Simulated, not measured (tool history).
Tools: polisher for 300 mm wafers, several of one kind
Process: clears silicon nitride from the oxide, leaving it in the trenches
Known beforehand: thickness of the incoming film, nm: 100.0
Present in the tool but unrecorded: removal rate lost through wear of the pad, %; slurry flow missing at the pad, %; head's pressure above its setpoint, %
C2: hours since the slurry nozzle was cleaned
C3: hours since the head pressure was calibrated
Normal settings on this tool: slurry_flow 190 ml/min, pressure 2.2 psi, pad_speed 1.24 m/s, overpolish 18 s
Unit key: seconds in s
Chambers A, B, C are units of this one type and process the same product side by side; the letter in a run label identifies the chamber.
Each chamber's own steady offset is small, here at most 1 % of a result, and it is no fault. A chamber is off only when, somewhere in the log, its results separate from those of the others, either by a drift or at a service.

run 1B hour=3.2 | slurry_flow=190 pressure=2.2 pad_speed=1.24 overpolish=18 | wafers_polished_on_this_pad=29 C2=350.7 C3=27.3 | seconds=136.40
run 2A hour=8.3 | slurry_flow=190 pressure=2.2 pad_speed=1.24 overpolish=18 | wafers_polished_on_this_pad=450 C2=355.9 C3=614.9 | seconds=139.64
run 3C hour=11.9 | slurry_flow=190 pressure=2.2 pad_speed=1.24 overpolish=18 | wafers_polished_on_this_pad=653 C2=672.1 C3=743.5 | seconds=141.41
run 4C hour=14.7 | slurry_flow=190 pressure=2.2 pad_speed=1.24 overpolish=18 | wafers_polished_on_this_pad=673 C2=674.9 C3=746.3 | seconds=143.01
run 5B hour=19.3 | slurry_flow=190 pressure=2.2 pad_speed=1.24 overpolish=18 | wafers_polished_on_this_pad=145 C2=366.8 C3=43.4 | seconds=138.19
run 6A hour=25.1 | slurry_flow=190 pressure=2.2 pad_speed=1.24 overpolish=18 | wafers_polished_on_this_pad=572 C2=372.7 C3=631.7 | seconds=138.52
run 7C hour=30.5 | slurry_flow=190 pressure=2.2 pad_speed=1.24 overpolish=18 | wafers_polished_on_this_pad=787 C2=690.7 C3=762.1 | seconds=140.76
-- hour=31.7 chamber A: worn pad replaced by a new one
run 8A hour=35.0 | slurry_flow=190 pressure=2.2 pad_speed=1.24 overpolish=18 | wafers_polished_on_this_pad=24 C2=382.6 C3=641.6 | seconds=140.18
run 9B hour=38.3 | slurry_flow=190 pressure=2.2 pad_speed=1.24 overpolish=18 | wafers_polished_on_this_pad=282 C2=385.8 C3=62.4 | seconds=137.71
run 10C hour=43.8 | slurry_flow=190 pressure=2.2 pad_speed=1.24 overpolish=18 | wafers_polished_on_this_pad=883 C2=704.0 C3=775.4 | seconds=137.93
-- hour=45.4 chamber C: slurry nozzle cleaned
run 11A hour=48.0 | slurry_flow=210 pressure=2.2 pad_speed=1.08 overpolish=18 | wafers_polished_on_this_pad=118 C2=395.6 C3=654.6 | seconds=157.38
run 12B hour=52.1 | slurry_flow=210 pressure=2.2 pad_speed=1.08 overpolish=18 | wafers_polished_on_this_pad=382 C2=399.6 C3=76.2 | seconds=157.29
run 13A hour=58.1 | slurry_flow=210 pressure=2.2 pad_speed=1.08 overpolish=18 | wafers_polished_on_this_pad=191 C2=405.7 C3=664.7 | seconds=157.56
run 14B hour=63.8 | slurry_flow=190 pressure=2.2 pad_speed=1.24 overpolish=18 | wafers_polished_on_this_pad=466 C2=411.3 C3=87.9 | seconds=137.77
run 15C hour=67.3 | slurry_flow=190 pressure=2.2 pad_speed=1.24 overpolish=18 | wafers_polished_on_this_pad=1053 C2=22.0 C3=798.9 | seconds=137.92
run 16C hour=72.2 | slurry_flow=190 pressure=2.2 pad_speed=1.24 overpolish=18 | wafers_polished_on_this_pad=1088 C2=26.9 C3=803.8 | seconds=139.57
run 17A hour=76.6 | slurry_flow=190 pressure=2.2 pad_speed=1.24 overpolish=18 | wafers_polished_on_this_pad=324 C2=424.2 C3=683.2 | seconds=141.14
-- hour=81.1 chamber C: worn pad replaced by a new one
run 18B hour=82.0 | slurry_flow=190 pressure=2.2 pad_speed=1.24 overpolish=18 | wafers_polished_on_this_pad=598 C2=429.5 C3=106.1 | seconds=139.09
run 19C hour=85.2 | slurry_flow=190 pressure=2.2 pad_speed=1.24 overpolish=18 | wafers_polished_on_this_pad=29 C2=39.9 C3=816.8 | seconds=140.61
run 20B hour=90.6 | slurry_flow=190 pressure=2.2 pad_speed=1.24 overpolish=18 | wafers_polished_on_this_pad=660 C2=438.1 C3=114.7 | seconds=138.74
-- hour=90.7 chamber B: worn pad replaced by a new one
run 21A hour=96.1 | slurry_flow=190 pressure=2.6 pad_speed=0.92 overpolish=18 | wafers_polished_on_this_pad=465 C2=443.7 C3=702.7 | seconds=159.07
run 22A hour=101.8 | slurry_flow=190 pressure=2.6 pad_speed=0.92 overpolish=18 | wafers_polished_on_this_pad=506 C2=449.4 C3=708.4 | seconds=159.91
run 23C hour=104.9 | slurry_flow=190 pressure=2.6 pad_speed=0.92 overpolish=18 | wafers_polished_on_this_pad=172 C2=59.6 C3=836.5 | seconds=158.62
run 24B hour=108.4 | slurry_flow=190 pressure=2.2 pad_speed=1.24 overpolish=18 | wafers_polished_on_this_pad=127 C2=455.9 C3=132.5 | seconds=137.66
-- hour=108.9 chamber A: worn pad replaced by a new one
run 25B hour=112.0 | slurry_flow=190 pressure=2.2 pad_speed=1.24 overpolish=18 | wafers_polished_on_this_pad=153 C2=459.5 C3=136.1 | seconds=137.53
-- hour=115.4 chamber C: head pressure recalibrated
run 26A hour=118.3 | slurry_flow=190 pressure=2.2 pad_speed=1.24 overpolish=18 | wafers_polished_on_this_pad=68 C2=465.9 C3=724.9 | seconds=139.15
run 27C hour=122.7 | slurry_flow=190 pressure=2.2 pad_speed=1.24 overpolish=18 | wafers_polished_on_this_pad=300 C2=77.4 C3=7.4 | seconds=140.45

Next, all 3 chambers run the settings below, one line each with question marks for the results. What does each chamber give?
run 28A hour=127.3 | slurry_flow=190 pressure=2.2 pad_speed=1.24 overpolish=18 | seconds=?
run 28B hour=127.3 | slurry_flow=190 pressure=2.2 pad_speed=1.24 overpolish=18 | seconds=?
run 28C hour=127.3 | slurry_flow=190 pressure=2.2 pad_speed=1.24 overpolish=18 | seconds=?

run=28A seconds=139.98
run=28B seconds=138.40
run=28C seconds=139.59

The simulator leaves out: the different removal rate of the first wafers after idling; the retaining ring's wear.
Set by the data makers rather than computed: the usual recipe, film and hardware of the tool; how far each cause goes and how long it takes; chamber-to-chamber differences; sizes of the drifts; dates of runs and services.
